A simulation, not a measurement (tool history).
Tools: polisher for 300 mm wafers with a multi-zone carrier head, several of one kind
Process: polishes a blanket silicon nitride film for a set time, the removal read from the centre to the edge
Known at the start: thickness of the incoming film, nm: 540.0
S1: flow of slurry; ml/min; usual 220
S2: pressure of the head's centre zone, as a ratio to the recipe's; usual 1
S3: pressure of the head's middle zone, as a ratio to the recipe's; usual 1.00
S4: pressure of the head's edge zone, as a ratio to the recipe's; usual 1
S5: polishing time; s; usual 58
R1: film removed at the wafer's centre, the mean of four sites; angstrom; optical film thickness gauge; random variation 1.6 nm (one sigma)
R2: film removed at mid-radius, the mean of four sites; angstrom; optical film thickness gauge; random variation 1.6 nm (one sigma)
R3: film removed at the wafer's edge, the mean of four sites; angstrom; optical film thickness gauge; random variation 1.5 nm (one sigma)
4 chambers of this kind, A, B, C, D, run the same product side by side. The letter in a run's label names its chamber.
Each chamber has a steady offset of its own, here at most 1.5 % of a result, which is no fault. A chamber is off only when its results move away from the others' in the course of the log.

Run 1A, hour 4.8: usual settings. Result: R1 1369.3 angstrom, R2 1355.5 angstrom, R3 1352.80 angstrom.
At hour 6.7: chamber A: worn pad replaced by a new one.
Run 2B, hour 11.4: usual settings. Result: R1 1335.2 angstrom, R2 1352.5 angstrom, R3 1365.20 angstrom.
Run 3D, hour 19.1: usual settings. Result: R1 1356.0 angstrom, R2 1343.9 angstrom, R3 1348.00 angstrom.
Run 4C, hour 27.6: usual settings. Result: R1 1350.6 angstrom, R2 1343.4 angstrom, R3 1359.10 angstrom.
At hour 31.3: chamber C: worn pad replaced by a new one.
Run 5D, hour 34.8: usual settings but S3 1.09. Result: R1 1356.3 angstrom, R2 1474.4 angstrom, R3 1310.40 angstrom.
Run 6C, hour 39.0: usual settings but S3 1.09. Result: R1 1339.7 angstrom, R2 1482.0 angstrom, R3 1362.30 angstrom.
Run 7B, hour 44.3: usual settings but S3 1.09. Result: R1 1342.1 angstrom, R2 1497.8 angstrom, R3 1354.50 angstrom.
At hour 44.7: chamber B: worn pad replaced by a new one.
Run 8A, hour 49.2: usual settings but S3 1.09. Result: R1 1362.3 angstrom, R2 1439.2 angstrom, R3 1349.00 angstrom.
Run 9B, hour 53.7: usual settings. Result: R1 1364.7 angstrom, R2 1339.1 angstrom, R3 1348.90 angstrom.
Run 10A, hour 59.1: usual settings. Result: R1 1350.4 angstrom, R2 1369.5 angstrom, R3 1394.60 angstrom.
At hour 61.4: chamber D: slurry nozzle cleaned.
Run 11C, hour 64.5: usual settings. Result: R1 1372.3 angstrom, R2 1325.4 angstrom, R3 1355.00 angstrom.
Run 12D, hour 68.8: usual settings. Result: R1 1385.5 angstrom, R2 1362.5 angstrom, R3 1356.60 angstrom.
At hour 69.1: chamber D: worn pad replaced by a new one.
Run 13C, hour 74.1: usual settings but S3 0.93. Result: R1 1332.8 angstrom, R2 1280.1 angstrom, R3 1378.10 angstrom.
Run 14D, hour 79.4: usual settings but S3 0.93. Result: R1 1324.0 angstrom, R2 1277.8 angstrom, R3 1340.60 angstrom.
At hour 84.7: chamber A: centre zone pressure recalibrated.
Run 15B, hour 86.9: usual settings but S3 0.93. Result: R1 1352.4 angstrom, R2 1274.8 angstrom, R3 1357.20 angstrom.
Run 16A, hour 94.4: usual settings but S3 0.93. Result: R1 1454.2 angstrom, R2 1275.8 angstrom, R3 1365.00 angstrom.
Run 17D, hour 99.4: usual settings. Result: R1 1370.9 angstrom, R2 1365.0 angstrom, R3 1321.20 angstrom.
Run 18A, hour 104.2: usual settings but S1 270 ml/min, S5 68 s. Result: R1 1789.9 angstrom, R2 1671.8 angstrom, R3 1626.70 angstrom.
Run 19C, hour 113.1: usual settings but S1 270 ml/min, S5 68 s. Result: R1 1620.9 angstrom, R2 1619.0 angstrom, R3 1630.40 angstrom.
Run 20B, hour 119.2: usual settings but S1 270 ml/min, S5 68 s. Result: R1 1636.0 angstrom, R2 1649.5 angstrom, R3 1641.20 angstrom.
At hour 122.9: chamber C: centre zone pressure recalibrated.
Run 21A, hour 126.6: usual settings but S1 270 ml/min, S5 68 s. Result: R1 1758.9 angstrom, R2 1612.0 angstrom, R3 1660.50 angstrom.
Run 22D, hour 135.5: usual settings. Result: R1 1350.5 angstrom, R2 1360.4 angstrom, R3 1314.80 angstrom.
At hour 139.7: chamber A: worn pad replaced by a new one.
At hour 140.2: chamber C: worn pad replaced by a new one.
Run 23C, hour 144.3: usual settings. Result: R1 1310.4 angstrom, R2 1362.0 angstrom, R3 1371.90 angstrom.
At hour 146.1: chamber B: worn pad replaced by a new one.
Run 24B, hour 149.0: usual settings. Result: R1 1331.9 angstrom, R2 1373.6 angstrom, R3 1367.00 angstrom.
At hour 149.9: chamber C: slurry nozzle cleaned.
At hour 151.8: chamber D: worn pad replaced by a new one.
Run 25C, hour 155.8: usual settings but S3 1.07, S5 43 s. Result: R1 1020.6 angstrom, R2 1065.7 angstrom, R3 995.34 angstrom.
Run 26B, hour 161.5: usual settings but S3 1.07, S5 43 s. Result: R1 1015.7 angstrom, R2 1074.0 angstrom, R3 1002.70 angstrom.
Run 27D, hour 169.4: usual settings but S3 1.07, S5 43 s. Result: R1 1002.1 angstrom, R2 1064.0 angstrom, R3 988.62 angstrom.
Run 28A, hour 177.1: usual settings but S3 1.07, S5 43 s. Result: R1 1093.6 angstrom, R2 1080.1 angstrom, R3 1006.10 angstrom.
Run 29D, hour 185.2: usual settings. Result: R1 1366.5 angstrom, R2 1349.4 angstrom, R3 1329.30 angstrom.
Run 30C, hour 189.8: usual settings. Result: R1 1351.9 angstrom, R2 1346.0 angstrom, R3 1358.90 angstrom.
Run 31A, hour 197.4: usual settings. Result: R1 1472.2 angstrom, R2 1329.7 angstrom, R3 1368.90 angstrom.
Run 32B, hour 204.5: usual settings. Result: R1 1344.5 angstrom, R2 1380.2 angstrom, R3 1361.60 angstrom.
Run 33C, hour 210.8: usual settings. Result: R1 1355.7 angstrom, R2 1375.5 angstrom, R3 1383.20 angstrom.
Run 34B, hour 215.2: usual settings. Result: R1 1348.1 angstrom, R2 1375.7 angstrom, R3 1360.40 angstrom.
Run 35D, hour 223.6: usual settings. Result: R1 1371.5 angstrom, R2 1347.2 angstrom, R3 1367.90 angstrom.
Run 36A, hour 229.9: usual settings. Result: R1 1486.7 angstrom, R2 1337.6 angstrom, R3 1393.20 angstrom.
Run 37C, hour 238.6: usual settings. Result: R1 1326.9 angstrom, R2 1333.7 angstrom, R3 1348.20 angstrom.
At hour 240.8: chamber D: worn pad replaced by a new one.
Run 38B, hour 245.1: usual settings but S1 275 ml/min, S5 70 s. Result: R1 1669.0 angstrom, R2 1699.9 angstrom, R3 1676.70 angstrom.
Run 39D, hour 253.1: usual settings but S1 275 ml/min, S5 70 s. Result: R1 1660.1 angstrom, R2 1688.2 angstrom, R3 1643.70 angstrom.
At hour 256.8: chamber A: worn pad replaced by a new one.
Run 40A, hour 261.2: usual settings but S1 275 ml/min, S5 70 s. Result: R1 1805.2 angstrom, R2 1688.7 angstrom, R3 1693.80 angstrom.
Run 41C, hour 265.4: usual settings but S1 275 ml/min, S5 70 s. Result: R1 1703.1 angstrom, R2 1661.6 angstrom, R3 1648.00 angstrom.
Run 42D, hour 269.6: usual settings. Result: R1 1360.6 angstrom, R2 1346.4 angstrom, R3 1333.80 angstrom.

What goes on in this fleet: one chamber off, a drifting gauge, or nothing beyond the chambers' own small offsets? Name the chamber and the cause, if any.

A service left chamber A off against the others.
Cause: centre zone's pressure above its setpoint, % = 7.78.

Here are 4 candidates for chamber A's next run, each the usual settings with a change, their results left as question marks. Which one brings its results back in line with what the others give on the usual settings?
In line means no further than this from the other chambers' mean on the usual settings: R1 57.0 angstrom; R2 57.0 angstrom; R3 54.00 angstrom
Run 43A-1, hour 276.0: usual settings but S1 230 ml/min, S2 1.12, S3 0.96, S4 0.97, S5 60 s. Result: R1 ?, R2 ?, R3 ?.
Run 43A-2, hour 276.0: usual settings but S1 215 ml/min, S2 0.89, S3 1.03, S4 1.03, S5 57 s. Result: R1 ?, R2 ?, R3 ?.
Run 43A-3, hour 276.0: usual settings but S1 215 ml/min, S2 0.94, S3 1.02, S4 1.02, S5 57 s. Result: R1 ?, R2 ?, R3 ?.
Run 43A-4, hour 276.0: usual settings but S1 225 ml/min, S2 1.06, S3 0.98, S4 0.98, S5 59 s. Result: R1 ?, R2 ?, R3 ?.

The other chambers' mean on the usual settings: R1 1346.9 angstrom; R2 1355.2 angstrom; R3 1353.90 angstrom
  run      R1      R2       R3
43A-1  1705.3  1356.7  1400.60
43A-2  1254.4  1363.5  1363.30
43A-3  1330.5  1351.1  1356.30
43A-4  1576.6  1355.9  1381.40
43A-3 brings the chamber back in line.

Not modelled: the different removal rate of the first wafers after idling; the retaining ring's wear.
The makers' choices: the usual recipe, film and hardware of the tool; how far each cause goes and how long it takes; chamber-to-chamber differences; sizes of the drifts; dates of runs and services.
